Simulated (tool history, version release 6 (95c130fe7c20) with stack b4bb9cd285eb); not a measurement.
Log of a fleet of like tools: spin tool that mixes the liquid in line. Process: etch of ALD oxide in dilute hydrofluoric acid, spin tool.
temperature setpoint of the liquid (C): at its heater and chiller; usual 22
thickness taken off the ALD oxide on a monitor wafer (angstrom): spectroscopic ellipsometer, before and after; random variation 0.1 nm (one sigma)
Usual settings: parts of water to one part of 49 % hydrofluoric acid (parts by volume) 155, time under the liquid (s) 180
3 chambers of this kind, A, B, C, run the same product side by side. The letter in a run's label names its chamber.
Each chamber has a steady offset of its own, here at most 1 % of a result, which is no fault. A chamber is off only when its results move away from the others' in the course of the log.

run	hour	temperature setpoint of the liquid (C)	parts of water to one part of 49 % hydrofluoric acid (parts by volume)	time under the liquid (s)	read-back film thickness of the ALD oxide reference wafer, read on the same gauge (nm)	thickness taken off the ALD oxide on a monitor wafer (angstrom)
1A	6	22	155	180	90.025	125.59
2C	10.6	22	155	180	89.988	126.84
3B	14.2	22	155	180	89.99	127.25
4C	19.3	22	155	180	90.019	126.28
5A	24	22	155	180	89.975	126.51
6B	28.4	22	155	180	90.018	128
7A	32	22	155	180	90.015	125.48
8C	35.3	22	155	180	89.975	125.65
9B	38	22	155	180	90.008	125.9
10A	42.9	22	155	180	89.986	122.05
11C	47.2	22	155	180	90.015	124.69
12B	50	22	155	180	89.974	127.25
13A	55.5	22	155	180	90.04	122.07
14C	60.9	22	155	180	90.03	125.15
15B	66.3	22	155	180	89.995	126.85
16A	71.5	22	155	180	90.003	119.27
17B	76.1	22	155	180	90.027	127.02
18C	81.3	22	155	180	90.019	125.36
19C	86.9	22	155	180	90.024	125
20A	90.6	24.5	115	180	90.013	181.64

All 3 chambers run these settings next. Forecast each chamber's results:
21A	94.9	22	155	260		?
21B	94.9	22	155	260		?
21C	94.9	22	155	260		?

run	thickness taken off the ALD oxide on a monitor wafer (angstrom)
21A	168.6
21B	182.8
21C	180.42

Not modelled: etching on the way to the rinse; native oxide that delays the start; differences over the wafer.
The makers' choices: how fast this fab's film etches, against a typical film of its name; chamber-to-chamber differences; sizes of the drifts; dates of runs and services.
